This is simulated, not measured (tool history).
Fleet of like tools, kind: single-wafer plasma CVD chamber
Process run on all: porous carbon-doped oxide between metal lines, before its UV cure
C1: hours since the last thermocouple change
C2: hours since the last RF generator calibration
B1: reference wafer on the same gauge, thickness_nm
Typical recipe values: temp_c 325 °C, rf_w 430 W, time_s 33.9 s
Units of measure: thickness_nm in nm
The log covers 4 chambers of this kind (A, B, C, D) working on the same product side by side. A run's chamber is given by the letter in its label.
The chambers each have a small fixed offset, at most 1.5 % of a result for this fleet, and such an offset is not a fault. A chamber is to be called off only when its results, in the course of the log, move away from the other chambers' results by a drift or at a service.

Run 1B, hour 9.2: usual settings; C1 1994.7; C2 80.3; B1 128.98. Result: thickness_nm 143.95 nm.
Run 2A, hour 14: usual settings; C1 2590.6; C2 836.6; B1 128.96. Result: thickness_nm 143.79 nm.
Run 3C, hour 23.6: usual settings; C1 553.2; C2 1365.3; B1 128.94. Result: thickness_nm 145 nm.
Run 4D, hour 31.6: usual settings; C1 1389.1; C2 232.8; B1 128.91. Result: thickness_nm 143.14 nm.
Run 5A, hour 37.4: usual settings; C1 2614; C2 860; B1 128.9. Result: thickness_nm 143.43 nm.
Run 6C, hour 47.8: usual settings but temp_c 314 °C, rf_w 365 W; C1 577.4; C2 1389.5; B1 128.86. Result: thickness_nm 135.11 nm.
At hour 54.7: chamber D: thermocouple changed; heater temperature recalibrated.
Run 7D, hour 57.9: usual settings but temp_c 314 °C, rf_w 365 W; C1 3.3; C2 259.1; B1 128.86. Result: thickness_nm 133.29 nm.
Run 8B, hour 66.1: usual settings but temp_c 314 °C, rf_w 365 W; C1 2051.6; C2 137.2; B1 128.83. Result: thickness_nm 133.6 nm.
Run 9B, hour 71.9: usual settings but temp_c 314 °C, rf_w 365 W; C1 2057.4; C2 143; B1 128.79. Result: thickness_nm 133.63 nm.
Run 10A, hour 79.6: usual settings; C1 2656.2; C2 902.2; B1 128.74. Result: thickness_nm 143.34 nm.
Run 11C, hour 89.2: usual settings; C1 618.8; C2 1430.9; B1 128.76. Result: thickness_nm 144.89 nm.
Run 12D, hour 93.9: usual settings; C1 39.3; C2 295.1; B1 128.72. Result: thickness_nm 142.79 nm.
Run 13C, hour 101.4: usual settings but rf_w 480 W; C1 631; C2 1443.1; B1 128.71. Result: thickness_nm 156.79 nm.
Run 14A, hour 109.5: usual settings but rf_w 480 W; C1 2686.1; C2 932.1; B1 128.64. Result: thickness_nm 155.34 nm.
Run 15D, hour 116.1: usual settings but rf_w 480 W; C1 61.5; C2 317.3; B1 128.63. Result: thickness_nm 154.45 nm.
Run 16B, hour 124.8: usual settings but rf_w 480 W; C1 2110.3; C2 195.9; B1 128.66. Result: thickness_nm 155.66 nm.
Run 17B, hour 131.3: usual settings; C1 2116.8; C2 202.4; B1 128.59. Result: thickness_nm 143.56 nm.
Run 18C, hour 136.8: usual settings; C1 666.4; C2 1478.5; B1 128.6. Result: thickness_nm 144.75 nm.
Run 19A, hour 144.4: usual settings; C1 2721; C2 967; B1 128.57. Result: thickness_nm 143.15 nm.
Run 20D, hour 152: usual settings; C1 97.4; C2 353.2; B1 128.55. Result: thickness_nm 142.69 nm.
Run 21B, hour 157: usual settings; C1 2142.5; C2 228.1; B1 128.52. Result: thickness_nm 143.68 nm.
Run 22D, hour 163.5: usual settings; C1 108.9; C2 364.7; B1 128.55. Result: thickness_nm 142.81 nm.
Run 23C, hour 173.3: usual settings; C1 702.9; C2 1515; B1 128.48. Result: thickness_nm 144.7 nm.
Run 24A, hour 182.6: usual settings but time_s 38.7 s; C1 2759.2; C2 1005.2; B1 128.45. Result: thickness_nm 162.73 nm.

Next, every chamber runs the same settings. What will each give?
Run 25A, hour 190.2: usual settings but rf_w 350 W. Result: thickness_nm ?.
Run 25B, hour 190.2: usual settings but rf_w 350 W. Result: thickness_nm ?.
Run 25C, hour 190.2: usual settings but rf_w 350 W. Result: thickness_nm ?.
Run 25D, hour 190.2: usual settings but rf_w 350 W. Result: thickness_nm ?.

run  thickness_nm
25A        121.35
25B        121.92
25C        123.25
25D        121.73
